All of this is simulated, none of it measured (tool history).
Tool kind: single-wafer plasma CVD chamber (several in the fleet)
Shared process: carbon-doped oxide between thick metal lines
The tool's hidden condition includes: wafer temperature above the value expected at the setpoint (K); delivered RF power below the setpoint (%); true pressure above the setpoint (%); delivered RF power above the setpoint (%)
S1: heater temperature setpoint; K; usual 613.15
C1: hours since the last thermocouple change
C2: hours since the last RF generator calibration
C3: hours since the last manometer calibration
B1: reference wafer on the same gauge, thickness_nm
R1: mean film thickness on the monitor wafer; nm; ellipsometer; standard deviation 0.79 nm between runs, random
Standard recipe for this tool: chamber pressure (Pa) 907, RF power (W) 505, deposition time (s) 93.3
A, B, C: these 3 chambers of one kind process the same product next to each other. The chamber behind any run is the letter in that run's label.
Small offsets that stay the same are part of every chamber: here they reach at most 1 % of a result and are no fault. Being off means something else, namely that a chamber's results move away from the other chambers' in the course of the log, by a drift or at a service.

{"run": "1C", "hour": 3.4, "S1": 613.15, "chamber pressure (Pa)": 907, "RF power (W)": 505, "deposition time (s)": 93.3, "C1": 934.4, "C2": 441.4, "C3": 243.3, "B1": 469.85, "R1": 506.14}
{"run": "2B", "hour": 6.9, "S1": 613.15, "chamber pressure (Pa)": 907, "RF power (W)": 505, "deposition time (s)": 93.3, "C1": 1132.3, "C2": 580.9, "C3": 2003.2, "B1": 469.99, "R1": 504.56}
{"run": "3A", "hour": 12.2, "S1": 613.15, "chamber pressure (Pa)": 907, "RF power (W)": 505, "deposition time (s)": 93.3, "C1": 824.8, "C2": 1710.7, "C3": 1544.5, "B1": 470.29, "R1": 509.2}
{"run": "4C", "hour": 18.7, "S1": 613.15, "chamber pressure (Pa)": 907, "RF power (W)": 505, "deposition time (s)": 93.3, "C1": 949.7, "C2": 456.7, "C3": 258.6, "B1": 470.4, "R1": 505.49}
{"run": "5B", "hour": 23.1, "S1": 613.15, "chamber pressure (Pa)": 907, "RF power (W)": 505, "deposition time (s)": 93.3, "C1": 1148.5, "C2": 597.1, "C3": 2019.4, "B1": 470.52, "R1": 506.28}
{"run": "6A", "hour": 27.5, "S1": 613.15, "chamber pressure (Pa)": 907, "RF power (W)": 505, "deposition time (s)": 93.3, "C1": 840.1, "C2": 1726.0, "C3": 1559.8, "B1": 470.84, "R1": 509.18}
{"run": "7B", "hour": 33.8, "S1": 613.15, "chamber pressure (Pa)": 907, "RF power (W)": 505, "deposition time (s)": 93.3, "C1": 1159.2, "C2": 607.8, "C3": 2030.1, "B1": 470.9, "R1": 506.1}
{"run": "8C", "hour": 38.5, "S1": 613.15, "chamber pressure (Pa)": 907, "RF power (W)": 505, "deposition time (s)": 93.3, "C1": 969.5, "C2": 476.5, "C3": 278.4, "B1": 471.05, "R1": 505.55}
{"run": "9A", "hour": 41.5, "S1": 613.15, "chamber pressure (Pa)": 907, "RF power (W)": 505, "deposition time (s)": 93.3, "C1": 854.1, "C2": 1740.0, "C3": 1573.8, "B1": 471.08, "R1": 509.73}
{"run": "10C", "hour": 45.9, "S1": 613.15, "chamber pressure (Pa)": 907, "RF power (W)": 575, "deposition time (s)": 86.1, "C1": 976.9, "C2": 483.9, "C3": 285.8, "B1": 471.39, "R1": 504.59}
{"run": "11B", "hour": 50.0, "S1": 613.15, "chamber pressure (Pa)": 907, "RF power (W)": 575, "deposition time (s)": 86.1, "C1": 1175.4, "C2": 624.0, "C3": 2046.3, "B1": 471.36, "R1": 505.76}
{"run": "12A", "hour": 52.8, "S1": 613.15, "chamber pressure (Pa)": 907, "RF power (W)": 575, "deposition time (s)": 86.1, "C1": 865.4, "C2": 1751.3, "C3": 1585.1, "B1": 471.26, "R1": 510.22}
{"run": "13A", "hour": 59.0, "S1": 613.15, "chamber pressure (Pa)": 907, "RF power (W)": 505, "deposition time (s)": 93.3, "C1": 871.6, "C2": 1757.5, "C3": 1591.3, "B1": 471.69, "R1": 510.56}
{"run": "14C", "hour": 63.8, "S1": 613.15, "chamber pressure (Pa)": 907, "RF power (W)": 505, "deposition time (s)": 93.3, "C1": 994.8, "C2": 501.8, "C3": 303.7, "B1": 471.71, "R1": 505.37}
{"run": "15B", "hour": 67.0, "S1": 613.15, "chamber pressure (Pa)": 907, "RF power (W)": 505, "deposition time (s)": 93.3, "C1": 1192.4, "C2": 641.0, "C3": 2063.3, "B1": 471.85, "R1": 506.45}
{"run": "16A", "hour": 72.8, "S1": 613.15, "chamber pressure (Pa)": 907, "RF power (W)": 505, "deposition time (s)": 93.3, "C1": 885.4, "C2": 1771.3, "C3": 1605.1, "B1": 472.09, "R1": 510.12}
{"run": "17B", "hour": 77.8, "S1": 613.15, "chamber pressure (Pa)": 907, "RF power (W)": 505, "deposition time (s)": 93.3, "C1": 1203.2, "C2": 651.8, "C3": 2074.1, "B1": 472.25, "R1": 508.56}
{"run": "18C", "hour": 81.6, "S1": 613.15, "chamber pressure (Pa)": 907, "RF power (W)": 505, "deposition time (s)": 93.3, "C1": 1012.6, "C2": 519.6, "C3": 321.5, "B1": 472.2, "R1": 506.21}
{"run": "19A", "hour": 86.3, "S1": 613.15, "chamber pressure (Pa)": 907, "RF power (W)": 505, "deposition time (s)": 93.3, "C1": 898.9, "C2": 1784.8, "C3": 1618.6, "B1": 472.24, "R1": 511.79}
{"run": "20B", "hour": 92.5, "S1": 613.15, "chamber pressure (Pa)": 907, "RF power (W)": 505, "deposition time (s)": 93.3, "C1": 1217.9, "C2": 666.5, "C3": 2088.8, "B1": 472.67, "R1": 507.89}
{"run": "21C", "hour": 97.5, "S1": 613.15, "chamber pressure (Pa)": 907, "RF power (W)": 505, "deposition time (s)": 93.3, "C1": 1028.5, "C2": 535.5, "C3": 337.4, "B1": 472.67, "R1": 508.34}
{"run": "22A", "hour": 104.0, "S1": 613.15, "chamber pressure (Pa)": 907, "RF power (W)": 505, "deposition time (s)": 93.3, "C1": 916.6, "C2": 1802.5, "C3": 1636.3, "B1": 472.82, "R1": 512.37}

Predict what each chamber gives when all 3 of them run the settings below next.
{"run": "23A", "hour": 108.7, "S1": 613.15, "chamber pressure (Pa)": 907, "RF power (W)": 505, "deposition time (s)": 85.0, "R1": "?"}
{"run": "23B", "hour": 108.7, "S1": 613.15, "chamber pressure (Pa)": 907, "RF power (W)": 505, "deposition time (s)": 85.0, "R1": "?"}
{"run": "23C", "hour": 108.7, "S1": 613.15, "chamber pressure (Pa)": 907, "RF power (W)": 505, "deposition time (s)": 85.0, "R1": "?"}

run=23A R1=467.26
run=23B R1=463.01
run=23C R1=464.33
